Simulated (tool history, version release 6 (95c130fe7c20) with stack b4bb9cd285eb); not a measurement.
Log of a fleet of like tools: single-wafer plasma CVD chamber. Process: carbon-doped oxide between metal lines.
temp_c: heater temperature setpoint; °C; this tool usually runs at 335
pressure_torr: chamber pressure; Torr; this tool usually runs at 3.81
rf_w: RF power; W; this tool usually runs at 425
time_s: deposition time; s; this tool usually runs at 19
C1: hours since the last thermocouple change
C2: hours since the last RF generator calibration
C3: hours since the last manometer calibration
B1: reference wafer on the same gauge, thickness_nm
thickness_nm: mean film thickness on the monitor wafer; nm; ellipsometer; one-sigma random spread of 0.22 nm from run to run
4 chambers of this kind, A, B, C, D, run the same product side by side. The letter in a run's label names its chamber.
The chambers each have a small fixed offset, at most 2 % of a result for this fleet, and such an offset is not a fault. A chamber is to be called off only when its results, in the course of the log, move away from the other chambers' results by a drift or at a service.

run 1A hour=7.4 | temp_c=335 pressure_torr=3.81 rf_w=425 time_s=19 | C1=647.6 C2=759.1 C3=2081.4 | B1=74.9 | thickness_nm=88.321
run 2B hour=12.7 | temp_c=335 pressure_torr=3.81 rf_w=425 time_s=19 | C1=265.8 C2=1514.2 C3=386.9 | B1=74.936 | thickness_nm=87.816
run 3C hour=19.7 | temp_c=335 pressure_torr=3.81 rf_w=425 time_s=19 | C1=1189.7 C2=633.4 C3=23.6 | B1=74.93 | thickness_nm=90.177
run 4D hour=23.6 | temp_c=335 pressure_torr=3.81 rf_w=425 time_s=19 | C1=91.8 C2=1883.7 C3=851.9 | B1=74.898 | thickness_nm=89.294
-- hour=25.1 chamber A: capacitance manometer re-zeroed and calibrated
run 5D hour=31.3 | temp_c=335 pressure_torr=3.81 rf_w=425 time_s=19 | C1=99.5 C2=1891.4 C3=859.6 | B1=74.909 | thickness_nm=88.982
run 6A hour=35.5 | temp_c=335 pressure_torr=3.81 rf_w=425 time_s=19 | C1=675.7 C2=787.2 C3=10.4 | B1=74.921 | thickness_nm=88.219
run 7B hour=39.4 | temp_c=335 pressure_torr=3.81 rf_w=425 time_s=19 | C1=292.5 C2=1540.9 C3=413.6 | B1=74.945 | thickness_nm=87.825
run 8C hour=47.5 | temp_c=335 pressure_torr=3.81 rf_w=425 time_s=19 | C1=1217.5 C2=661.2 C3=51.4 | B1=74.921 | thickness_nm=89.824
run 9B hour=52 | temp_c=335 pressure_torr=3.81 rf_w=425 time_s=19 | C1=305.1 C2=1553.5 C3=426.2 | B1=74.855 | thickness_nm=87.55
run 10A hour=55.8 | temp_c=335 pressure_torr=3.81 rf_w=425 time_s=19 | C1=696 C2=807.5 C3=30.7 | B1=74.87 | thickness_nm=88.652
run 11D hour=64 | temp_c=335 pressure_torr=3.81 rf_w=425 time_s=19 | C1=132.2 C2=1924.1 C3=892.3 | B1=74.884 | thickness_nm=88.982
run 12C hour=69.4 | temp_c=335 pressure_torr=3.81 rf_w=425 time_s=19 | C1=1239.4 C2=683.1 C3=73.3 | B1=74.913 | thickness_nm=89.665
run 13C hour=76.9 | temp_c=335 pressure_torr=3.81 rf_w=425 time_s=19 | C1=1246.9 C2=690.6 C3=80.8 | B1=74.876 | thickness_nm=89.743
run 14D hour=81.7 | temp_c=335 pressure_torr=3.81 rf_w=425 time_s=19 | C1=149.9 C2=1941.8 C3=910 | B1=74.92 | thickness_nm=88.994
run 15A hour=86.6 | temp_c=335 pressure_torr=3.81 rf_w=425 time_s=19 | C1=726.8 C2=838.3 C3=61.5 | B1=74.879 | thickness_nm=88.28
run 16B hour=90.8 | temp_c=344 pressure_torr=3.81 rf_w=425 time_s=19 | C1=343.9 C2=1592.3 C3=465 | B1=74.942 | thickness_nm=85.329
run 17A hour=97.6 | temp_c=344 pressure_torr=3.81 rf_w=425 time_s=19 | C1=737.8 C2=849.3 C3=72.5 | B1=74.939 | thickness_nm=85.562
-- hour=103.6 chamber B: RF generator calibrated
run 18B hour=103.9 | temp_c=344 pressure_torr=3.81 rf_w=425 time_s=19 | C1=357 C2=0.4 C3=478.1 | B1=74.889 | thickness_nm=85.665
run 19C hour=112.1 | temp_c=344 pressure_torr=3.81 rf_w=425 time_s=19 | C1=1282.1 C2=725.8 C3=116 | B1=74.915 | thickness_nm=87.401
-- hour=114.1 chamber D: capacitance manometer re-zeroed and calibrated
run 20D hour=120.2 | temp_c=335 pressure_torr=3.81 rf_w=425 time_s=19 | C1=188.4 C2=1980.3 C3=6.1 | B1=74.909 | thickness_nm=88.999
run 21B hour=124.2 | temp_c=335 pressure_torr=3.81 rf_w=425 time_s=19 | C1=377.3 C2=20.7 C3=498.4 | B1=74.914 | thickness_nm=87.654
run 22C hour=130.3 | temp_c=335 pressure_torr=3.81 rf_w=425 time_s=19 | C1=1300.3 C2=744 C3=134.2 | B1=74.916 | thickness_nm=89.829
run 23D hour=135.8 | temp_c=341 pressure_torr=3.81 rf_w=505 time_s=19 | C1=204 C2=1995.9 C3=21.7 | B1=74.864 | thickness_nm=98.699
run 24A hour=143.2 | temp_c=341 pressure_torr=3.81 rf_w=505 time_s=19 | C1=783.4 C2=894.9 C3=118.1 | B1=74.884 | thickness_nm=96.192
run 25B hour=149.2 | temp_c=341 pressure_torr=3.81 rf_w=505 time_s=19 | C1=402.3 C2=45.7 C3=523.4 | B1=74.928 | thickness_nm=96.798
run 26A hour=155 | temp_c=341 pressure_torr=3.81 rf_w=505 time_s=19 | C1=795.2 C2=906.7 C3=129.9 | B1=74.95 | thickness_nm=96.378
run 27C hour=160.1 | temp_c=335 pressure_torr=3.81 rf_w=425 time_s=19 | C1=1330.1 C2=773.8 C3=164 | B1=74.898 | thickness_nm=90.336
run 28D hour=166.8 | temp_c=335 pressure_torr=3.41 rf_w=425 time_s=19 | C1=235 C2=2026.9 C3=52.7 | B1=74.874 | thickness_nm=87.992
run 29A hour=172.1 | temp_c=335 pressure_torr=3.41 rf_w=425 time_s=19 | C1=812.3 C2=923.8 C3=147 | B1=74.879 | thickness_nm=86.039
run 30B hour=177.2 | temp_c=335 pressure_torr=3.41 rf_w=425 time_s=19 | C1=430.3 C2=73.7 C3=551.4 | B1=74.905 | thickness_nm=86.688
run 31C hour=185.4 | temp_c=335 pressure_torr=3.41 rf_w=425 time_s=19 | C1=1355.4 C2=799.1 C3=189.3 | B1=74.928 | thickness_nm=88.778

What goes on in this fleet: one chamber off, a drifting gauge, or nothing beyond the chambers' own small offsets? Name the chamber and the cause, if any.

One chamber, A, drifts off from the rest bit by bit.
Likeliest cause: delivered RF power below the setpoint (%) = 2.87.
The log may not tell that from: wafer temperature above the value expected at the setpoint (K).

Which of the 4 candidates below, each the usual settings with something changed and its results left as question marks, puts chamber A back in line with what the other chambers give on the usual settings?
In line means no further than this from the other chambers' mean on the usual settings: thickness_nm 0.78 nm
run 32A-1 hour=191.3 | temp_c=335 pressure_torr=4.12 rf_w=425 time_s=19 | thickness_nm=?
run 32A-2 hour=191.3 | temp_c=335 pressure_torr=3.8 rf_w=420 time_s=18.7 | thickness_nm=?
run 32A-3 hour=191.3 | temp_c=335 pressure_torr=3.8 rf_w=420 time_s=19 | thickness_nm=?
run 32A-4 hour=191.3 | temp_c=335 pressure_torr=3.82 rf_w=430 time_s=19.3 | thickness_nm=?

Other chambers, usual settings, mean: thickness_nm 89.003 nm
run=32A-1 thickness_nm=87.762
run=32A-2 thickness_nm=84.754
run=32A-3 thickness_nm=86.09
run=32A-4 thickness_nm=88.984
32A-4 is the one that brings the chamber's results back in line with the other chambers.

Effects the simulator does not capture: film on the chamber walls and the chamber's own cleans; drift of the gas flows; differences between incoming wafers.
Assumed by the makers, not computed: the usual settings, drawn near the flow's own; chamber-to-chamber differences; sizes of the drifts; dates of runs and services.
